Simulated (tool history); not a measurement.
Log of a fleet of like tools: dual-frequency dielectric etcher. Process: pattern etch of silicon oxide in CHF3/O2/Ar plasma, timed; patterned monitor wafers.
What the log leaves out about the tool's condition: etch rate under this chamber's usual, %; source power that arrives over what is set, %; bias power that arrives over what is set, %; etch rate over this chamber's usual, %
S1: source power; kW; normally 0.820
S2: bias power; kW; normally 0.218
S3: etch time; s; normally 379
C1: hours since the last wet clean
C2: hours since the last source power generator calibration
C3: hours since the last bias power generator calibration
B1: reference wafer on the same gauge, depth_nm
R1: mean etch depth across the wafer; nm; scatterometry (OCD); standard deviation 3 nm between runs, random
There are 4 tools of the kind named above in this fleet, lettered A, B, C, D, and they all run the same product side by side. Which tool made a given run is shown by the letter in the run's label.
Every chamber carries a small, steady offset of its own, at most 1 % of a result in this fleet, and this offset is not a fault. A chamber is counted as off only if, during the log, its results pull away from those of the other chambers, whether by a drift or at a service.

run   hour     S1     S2   S3     C1      C2      C3      B1       R1
 1C    4.5  0.820  0.218  379  425.1   283.3  2673.1  1006.1   899.18
       6.4  -- chamber C: wet clean of the chamber
 2B   13.1  0.820  0.218  379  152.5  4139.7   232.3  1005.9   898.35
 3A   21.6  0.820  0.218  379  442.8  3623.5   105.3  1006.4   894.65
 4D   29.5  0.820  0.218  379  307.8   444.4   802.9  1006.6   905.92
      31.1  -- chamber A: source power generator calibrated
      36.3  -- chamber A: wet clean of the chamber
 5A   38.8  0.960  0.218  379    2.5     7.7   122.5  1006.2   944.98
 6C   46.7  0.960  0.218  379   40.4   325.5  2715.3  1006.0   958.43
 7B   56.2  0.960  0.218  379  195.6  4182.8   275.4  1006.6   961.32
 8D   63.2  0.960  0.218  379  341.5   478.1   836.6  1005.7   964.74
      69.4  -- chamber D: wet clean of the chamber
 9C   69.5  0.820  0.218  379   63.2   348.3  2738.1  1005.5   900.84
10D   79.0  1.010  0.218  379    9.7   493.9   852.4  1005.8  1002.10
11B   85.8  1.010  0.218  379  225.2  4212.4   305.0  1006.5   979.34
12A   95.0  1.010  0.218  379   58.7    63.9   178.7  1006.3   965.94
13C  102.7  1.010  0.218  379   96.4   381.5  2771.3  1006.6   979.43
14B  111.1  0.820  0.218  379  250.5  4237.7   330.3  1006.1   906.04
     115.6  -- chamber B: source power generator calibrated
15A  119.3  0.820  0.218  379   83.0    88.2   203.0  1006.0   891.13
16D  127.0  0.890  0.218  379   57.7   541.9   900.4  1005.4   959.24
17C  131.6  0.890  0.218  379  125.3   410.4  2800.2  1005.7   931.79
18D  141.3  0.890  0.218  379   72.0   556.2   914.7  1006.5   956.46
19A  149.5  0.890  0.218  379  113.2   118.4   233.2  1006.4   923.69
20B  153.7  0.820  0.218  379  293.1    38.2   372.9  1006.0   907.20
21B  162.8  0.820  0.218  379  302.2    47.3   382.0  1006.5   904.44
22C  168.8  0.820  0.218  379  162.5   447.6  2837.4  1005.6   900.05
23A  175.4  0.820  0.218  379  139.1   144.3   259.1  1006.3   889.17
24D  180.6  0.820  0.218  379  111.3   595.5   954.0  1005.8   933.55
25A  187.7  0.820  0.218  379  151.4   156.6   271.4  1005.2   897.55
26C  196.6  0.820  0.218  379  190.3   475.4  2865.2  1006.0   902.95

Read the log: is a single chamber off, either drifting away or since a service, is the gauge that measures every chamber drifting, or is nothing wrong beyond small per-chamber offsets? Name any odd chamber and what most likely caused it.

A service left chamber D off against the others.
Most likely cause: etch rate over this chamber's usual, % = 1.99.

Chamber D could run next with any of the 4 candidate recipes listed below; each alters the usual settings, and their results appear as question marks. Which one brings its results back in line with what the other chambers deliver on the usual settings?
In line means no further than this from the other chambers' mean on the usual settings: R1 11.00 nm
27D-1  203.5  0.820  0.218  381.5                   ?
27D-2  203.5  0.820  0.218  376.5                   ?
27D-3  203.5  0.820  0.217  368.5                   ?
27D-4  203.5  0.830  0.218  389.5                   ?

The other chambers' mean on the usual settings: R1 900.06 nm
  run      R1
27D-1  933.90
27D-2  921.66
27D-3  900.64
27D-4  957.83
27D-3 puts the chamber back in line with the other chambers.
